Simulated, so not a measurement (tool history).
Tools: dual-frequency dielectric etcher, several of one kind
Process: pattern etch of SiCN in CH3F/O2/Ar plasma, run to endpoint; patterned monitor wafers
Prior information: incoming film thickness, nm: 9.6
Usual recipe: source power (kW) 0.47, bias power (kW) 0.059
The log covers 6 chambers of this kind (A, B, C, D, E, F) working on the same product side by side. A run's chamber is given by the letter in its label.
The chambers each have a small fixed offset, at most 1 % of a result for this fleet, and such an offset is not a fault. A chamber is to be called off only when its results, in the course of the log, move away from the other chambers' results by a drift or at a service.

run,hour,source power (kW),bias power (kW),hours since the last wet clean,hours since the last source power generator calibration,hours since the last bias power generator calibration,endpoint time (s)
# hour 2: chamber E: wet clean of the chamber
1F,11.1,0.47,0.059,433.3,3049.8,2188.6,25.71
2B,18.2,0.47,0.059,42.3,851.3,1540.7,25.733
# hour 20.6: chamber F: wet clean of the chamber
3E,32.3,0.47,0.059,30.3,3158.7,1299.2,25.497
4C,46.3,0.47,0.059,254,1507.2,4158.5,25.781
5D,55.8,0.47,0.059,93,2763,2359.4,25.796
6A,70.1,0.47,0.059,184.5,3053.9,3672,25.664
7B,82.7,0.47,0.059,106.8,915.8,1605.2,25.83
8E,91.5,0.47,0.059,89.5,3217.9,1358.4,25.7
9F,102.2,0.47,0.059,81.6,3140.9,2279.7,25.89
10A,112,0.47,0.059,226.4,3095.8,3713.9,25.568
11C,122.5,0.57,0.054,330.2,1583.4,4234.7,24.759
# hour 125.4: chamber C: source power generator calibrated
12D,130.5,0.57,0.054,167.7,2837.7,2434.1,24.442
# hour 132.1: chamber C: bias power generator calibrated
13F,139.5,0.57,0.054,118.9,3178.2,2317,24.64
14B,148.3,0.57,0.054,172.4,981.4,1670.8,24.56
15E,161.3,0.57,0.054,159.3,3287.7,1428.2,24.517
16A,174.9,0.57,0.054,289.3,3158.7,3776.8,24.494
17D,186.6,0.47,0.059,223.8,2893.8,2490.2,25.863
18C,200.6,0.47,0.059,408.3,75.3,68.6,25.755
19C,207.5,0.42,0.059,415.2,82.2,75.5,26.779
20B,219.1,0.42,0.059,243.2,1052.2,1741.6,26.82
21F,231.2,0.42,0.059,210.6,3269.9,2408.7,27.115
22D,245.4,0.42,0.059,282.6,2952.6,2549,26.742
23E,259.4,0.42,0.059,257.4,3385.8,1526.3,26.687
# hour 271.7: chamber C: wet clean of the chamber
24A,272.1,0.42,0.059,386.5,3255.9,3874,26.466
# hour 282.2: chamber F: bias power generator calibrated
25B,286.1,0.47,0.059,310.2,1119.2,1808.6,25.89
26C,294.2,0.47,0.059,22.5,168.9,162.2,25.969
27E,309.6,0.47,0.059,307.6,3436,1576.5,25.493
28F,322.7,0.47,0.059,302.1,3361.4,40.5,25.931
29A,330.4,0.47,0.059,444.8,3314.2,3932.3,25.14
# hour 335.1: chamber E: wet clean of the chamber
30D,345.3,0.47,0.059,382.5,3052.5,2648.9,25.572
31E,354.4,0.47,0.059,19.4,3480.8,1621.3,25.65
32D,369.4,0.47,0.059,406.6,3076.6,2673,25.692
33B,378.7,0.47,0.045,402.8,1211.8,1901.2,28.334
34A,387.6,0.47,0.045,502,3371.4,3989.5,27.154
# hour 389.3: chamber B: wet clean of the chamber
35C,399.6,0.47,0.045,127.9,274.3,267.6,28.227
36F,407,0.47,0.045,386.4,3445.7,124.8,28.306
37E,422.6,0.47,0.045,87.6,3549,1689.5,27.958
38F,429.7,0.47,0.045,409.1,3468.4,147.5,28.021
39A,441,0.56,0.059,555.4,3424.8,4042.9,23.239
40D,455.2,0.56,0.059,492.4,3162.4,2758.8,23.875
41B,462.3,0.56,0.059,73.1,1295.4,1984.8,24.117
42C,474.5,0.56,0.059,202.8,349.2,342.5,24.068
43D,483.6,0.56,0.059,520.8,3190.8,2787.2,23.945

Next, all 6 chambers run the settings below, one line each with question marks for the results. What does each chamber give?
44A,494.8,0.47,0.059,,,,?
44B,494.8,0.47,0.059,,,,?
44C,494.8,0.47,0.059,,,,?
44D,494.8,0.47,0.059,,,,?
44E,494.8,0.47,0.059,,,,?
44F,494.8,0.47,0.059,,,,?

run,endpoint time (s)
44A,24.888
44B,25.735
44C,25.986
44D,25.648
44E,25.616
44F,25.873

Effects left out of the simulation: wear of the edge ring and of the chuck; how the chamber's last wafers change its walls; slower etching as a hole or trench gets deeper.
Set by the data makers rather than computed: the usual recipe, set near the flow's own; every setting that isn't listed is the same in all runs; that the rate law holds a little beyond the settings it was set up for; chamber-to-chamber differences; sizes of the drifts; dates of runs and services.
